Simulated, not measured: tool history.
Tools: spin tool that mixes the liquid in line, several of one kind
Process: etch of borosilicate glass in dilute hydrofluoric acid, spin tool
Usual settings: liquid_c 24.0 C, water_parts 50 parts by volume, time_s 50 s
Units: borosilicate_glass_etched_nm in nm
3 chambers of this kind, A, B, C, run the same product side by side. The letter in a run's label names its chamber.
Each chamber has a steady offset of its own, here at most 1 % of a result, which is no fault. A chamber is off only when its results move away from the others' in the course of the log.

| run | hour | liquid_c | water_parts | time_s | hours since the thermometer was replaced | hours since the hydrofluoric acid flow meter was replaced | read-back film thickness of the borosilicate glass reference wafer, read on the same gauge (nm) | borosilicate_glass_etched_nm |
|---|---|---|---|---|---|---|---|---|
| 1B | 3.0 | 24.0 | 50 | 50 | 682.6 | 1614.9 | 130.04 | 20.8350 |
| 2A | 7.0 | 24.0 | 50 | 50 | 1988.6 | 22.7 | 130.03 | 21.0570 |
| 3C | 11.8 | 24.0 | 50 | 50 | 613.2 | 1514.4 | 129.96 | 21.0770 |
| 4A | 14.8 | 24.0 | 50 | 50 | 1996.4 | 30.5 | 130.00 | 20.9040 |
| 5B | 17.2 | 24.0 | 50 | 50 | 696.8 | 1629.1 | 130.02 | 20.6950 |
| 6C | 19.9 | 24.0 | 50 | 50 | 621.3 | 1522.5 | 130.00 | 20.7950 |
| 7B | 23.2 | 24.0 | 50 | 70 | 702.8 | 1635.1 | 130.00 | 28.9720 |
| 8A | 26.8 | 24.0 | 50 | 70 | 2008.4 | 42.5 | 129.98 | 29.2090 |
| 9C | 31.7 | 24.0 | 50 | 70 | 633.1 | 1534.3 | 130.01 | 29.1000 |
| 10C | 36.3 | 24.0 | 50 | 50 | 637.7 | 1538.9 | 129.99 | 20.7480 |
| 11A | 39.4 | 24.0 | 50 | 50 | 2021.0 | 55.1 | 130.02 | 20.7460 |
| 12B | 44.4 | 24.0 | 50 | 50 | 724.0 | 1656.3 | 130.00 | 20.5370 |
| 13C | 47.4 | 24.0 | 50 | 50 | 648.8 | 1550.0 | 130.03 | 20.8710 |
| 14A | 51.0 | 24.0 | 50 | 50 | 2032.6 | 66.7 | 130.00 | 20.5090 |
| 15B | 54.7 | 24.0 | 50 | 50 | 734.3 | 1666.6 | 130.00 | 20.3290 |
| 16C | 58.6 | 24.0 | 40 | 50 | 660.0 | 1561.2 | 130.02 | 26.1660 |
| 17B | 61.4 | 24.0 | 40 | 50 | 741.0 | 1673.3 | 130.01 | 25.4520 |
| 18A | 63.9 | 24.0 | 40 | 50 | 2045.5 | 79.6 | 130.00 | 26.2930 |
| 19A | 68.1 | 24.0 | 50 | 50 | 2049.7 | 83.8 | 130.01 | 20.8730 |
| 20B | 72.0 | 24.0 | 50 | 50 | 751.6 | 1683.9 | 129.98 | 20.1250 |
| 21C | 76.0 | 24.0 | 50 | 25 | 677.4 | 1578.6 | 129.99 | 10.4450 |
| 22A | 80.4 | 24.0 | 50 | 25 | 2062.0 | 96.1 | 129.98 | 10.3680 |
| 23B | 84.1 | 24.0 | 50 | 25 | 763.7 | 1696.0 | 130.02 | 9.8892 |
| 24C | 89.0 | 24.0 | 50 | 50 | 690.4 | 1591.6 | 130.00 | 20.8980 |
| 25C | 94.1 | 24.0 | 50 | 50 | 695.5 | 1596.7 | 129.96 | 20.9110 |
| 26B | 97.9 | 27.5 | 70 | 50 | 777.5 | 1709.8 | 129.97 | 15.8960 |
| 27A | 102.7 | 27.5 | 70 | 50 | 2084.3 | 118.4 | 130.01 | 16.8840 |
| 28B | 107.2 | 27.5 | 70 | 50 | 786.8 | 1719.1 | 130.00 | 16.0110 |
| 29A | 110.3 | 24.0 | 50 | 50 | 2091.9 | 126.0 | 129.99 | 20.9150 |
| 30C | 113.8 | 24.0 | 50 | 50 | 715.2 | 1616.4 | 130.02 | 21.1340 |
| 31C | 116.1 | 24.0 | 50 | 50 | 717.5 | 1618.7 | 130.00 | 20.8170 |
| 32B | 118.9 | 24.0 | 50 | 50 | 798.5 | 1730.8 | 130.03 | 19.7100 |
| 33A | 122.4 | 24.0 | 50 | 50 | 2104.0 | 138.1 | 129.98 | 21.3390 |
| 34B | 127.2 | 24.0 | 50 | 50 | 806.8 | 1739.1 | 130.03 | 19.2610 |
| 35A | 131.7 | 24.0 | 50 | 50 | 2113.3 | 147.4 | 130.01 | 20.8010 |
| 36C | 134.1 | 24.0 | 60 | 50 | 735.5 | 1636.7 | 130.03 | 17.0470 |
| 37B | 138.9 | 24.0 | 60 | 50 | 818.5 | 1750.8 | 129.97 | 15.9300 |
| 38C | 142.2 | 24.0 | 60 | 50 | 743.6 | 1644.8 | 130.02 | 17.3490 |
| 39A | 144.9 | 21.5 | 50 | 50 | 2126.5 | 160.6 | 130.02 | 19.0150 |

Is one chamber off against the others, does the gauge drift, or is nothing wrong? If a chamber is off, say which, and what the likeliest cause is.

Chamber B drifts away from the others.
Cause: liquid colder than its thermometer reads (K) = 1.93.
The log may not tell that from: hydrofluoric acid flow below the setpoint (%).

Here are 4 candidates for chamber B's next run, each the usual settings with a change, their results left as question marks. Which one brings its results back in line with what the others give on the usual settings?
In line means no further than this from the other chambers' mean on the usual settings: borosilicate_glass_etched_nm 0.5200 nm
| 40B-1 | 148.6 | 26.0 | 50 | 50 |  |  |  | ? |
| 40B-2 | 148.6 | 28.0 | 50 | 50 |  |  |  | ? |
| 40B-3 | 148.6 | 22.0 | 50 | 50 |  |  |  | ? |
| 40B-4 | 148.6 | 20.0 | 50 | 50 |  |  |  | ? |

The other chambers' mean on the usual settings: borosilicate_glass_etched_nm 20.8760 nm
| run | borosilicate_glass_etched_nm |
|---|---|
| 40B-1 | 20.8440 |
| 40B-2 | 22.6260 |
| 40B-3 | 17.6140 |
| 40B-4 | 16.1620 |
40B-1 brings the chamber back in line.
